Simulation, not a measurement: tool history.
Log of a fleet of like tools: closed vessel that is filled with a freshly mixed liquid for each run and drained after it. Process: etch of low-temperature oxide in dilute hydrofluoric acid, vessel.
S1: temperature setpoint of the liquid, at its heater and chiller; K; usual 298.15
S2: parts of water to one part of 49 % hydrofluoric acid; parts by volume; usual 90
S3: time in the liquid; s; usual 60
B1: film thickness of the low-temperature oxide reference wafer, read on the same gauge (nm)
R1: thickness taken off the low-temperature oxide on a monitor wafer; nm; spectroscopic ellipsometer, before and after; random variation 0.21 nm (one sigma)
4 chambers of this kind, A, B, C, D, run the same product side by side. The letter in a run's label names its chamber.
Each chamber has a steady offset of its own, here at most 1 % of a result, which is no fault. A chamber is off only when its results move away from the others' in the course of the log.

Run 1A, hour 10.8: usual settings; B1 120.03. Result: R1 24.791 nm.
Run 2B, hour 17.0: usual settings; B1 120.01. Result: R1 24.593 nm.
Run 3D, hour 30.5: usual settings; B1 120.02. Result: R1 24.682 nm.
Run 4C, hour 42.3: usual settings; B1 119.97. Result: R1 24.354 nm.
Run 5C, hour 48.6: usual settings; B1 119.98. Result: R1 24.698 nm.
Run 6A, hour 55.6: usual settings; B1 120.00. Result: R1 24.530 nm.
Run 7D, hour 69.4: usual settings; B1 120.01. Result: R1 25.022 nm.
Run 8B, hour 79.2: usual settings but S1 295.65 K, S3 45 s; B1 120.00. Result: R1 16.774 nm.
Run 9A, hour 91.1: usual settings but S1 295.65 K, S3 45 s; B1 120.01. Result: R1 16.525 nm.
Run 10D, hour 98.4: usual settings but S1 295.65 K, S3 45 s; B1 120.03. Result: R1 17.164 nm.
Run 11B, hour 111.9: usual settings but S1 295.65 K, S3 45 s; B1 119.99. Result: R1 16.770 nm.
Run 12C, hour 120.9: usual settings; B1 119.99. Result: R1 24.643 nm.
Run 13C, hour 128.3: usual settings; B1 119.99. Result: R1 24.689 nm.
Run 14D, hour 135.2: usual settings; B1 120.00. Result: R1 24.768 nm.
Run 15B, hour 143.9: usual settings; B1 119.99. Result: R1 25.093 nm.
Run 16A, hour 152.8: usual settings; B1 120.01. Result: R1 24.625 nm.
Run 17C, hour 167.0: usual settings; B1 120.01. Result: R1 24.760 nm.
Run 18B, hour 174.8: usual settings; B1 120.00. Result: R1 24.548 nm.
Run 19A, hour 188.3: usual settings; B1 119.99. Result: R1 24.623 nm.
Run 20D, hour 201.5: usual settings; B1 120.01. Result: R1 24.936 nm.
Run 21C, hour 213.9: usual settings but S3 90 s; B1 120.00. Result: R1 36.803 nm.
Run 22A, hour 224.5: usual settings but S3 90 s; B1 120.01. Result: R1 36.900 nm.
Run 23D, hour 232.0: usual settings but S3 90 s; B1 120.01. Result: R1 36.794 nm.
Run 24B, hour 238.7: usual settings but S3 90 s; B1 120.00. Result: R1 37.101 nm.
Run 25A, hour 249.8: usual settings but S2 110 parts by volume, S3 85 s; B1 120.00. Result: R1 28.126 nm.
Run 26D, hour 258.1: usual settings but S2 110 parts by volume, S3 85 s; B1 120.00. Result: R1 27.246 nm.
Run 27C, hour 266.9: usual settings but S2 110 parts by volume, S3 85 s; B1 119.96. Result: R1 27.779 nm.
Run 28B, hour 278.0: usual settings but S2 110 parts by volume, S3 85 s; B1 119.99. Result: R1 28.310 nm.
Run 29B, hour 290.3: usual settings; B1 120.00. Result: R1 25.062 nm.
Run 30D, hour 301.4: usual settings; B1 120.01. Result: R1 24.168 nm.
Run 31C, hour 311.2: usual settings; B1 120.02. Result: R1 24.691 nm.
Run 32A, hour 322.3: usual settings; B1 120.00. Result: R1 24.777 nm.
At hour 333.4: chamber A: hydrofluoric acid flow meter replaced.
Run 33C, hour 334.2: usual settings; B1 120.01. Result: R1 24.914 nm.
Run 34B, hour 341.8: usual settings; B1 120.00. Result: R1 24.674 nm.
Run 35A, hour 348.3: usual settings; B1 120.00. Result: R1 24.717 nm.
Run 36D, hour 358.3: usual settings; B1 120.01. Result: R1 23.327 nm.
Run 37D, hour 371.1: usual settings; B1 120.00. Result: R1 23.182 nm.
Run 38B, hour 382.0: usual settings; B1 120.00. Result: R1 25.175 nm.
Run 39A, hour 389.5: usual settings; B1 120.00. Result: R1 24.826 nm.
Run 40C, hour 401.1: usual settings; B1 120.00. Result: R1 24.528 nm.
Run 41D, hour 414.4: usual settings; B1 120.01. Result: R1 22.550 nm.
Run 42B, hour 424.5: usual settings; B1 119.98. Result: R1 25.114 nm.

What goes on in this fleet: one chamber off, a drifting gauge, or nothing beyond the chambers' own small offsets? Name the chamber and the cause, if any.

Chamber D drifts away from the others.
Cause: hydrofluoric acid flow below the setpoint (%) = 9.09.
The log may not tell that from: liquid colder than its thermometer reads (K).

Here are 4 candidates for chamber D's next run, each the usual settings with a change, their results left as question marks. Which one brings its results back in line with what the others give on the usual settings?
In line means no further than this from the other chambers' mean on the usual settings: R1 0.730 nm
Run 43D-1, hour 434.8: usual settings but S3 70 s. Result: R1 ?.
Run 43D-2, hour 434.8: usual settings but S1 295.65 K. Result: R1 ?.
Run 43D-3, hour 434.8: usual settings but S1 300.65 K. Result: R1 ?.
Run 43D-4, hour 434.8: usual settings but S1 294.15 K. Result: R1 ?.

The other chambers' mean on the usual settings: R1 24.768 nm
  run      R1
43D-1  26.162
43D-2  20.330
43D-3  24.691
43D-4  19.142
43D-3 brings the chamber back in line.
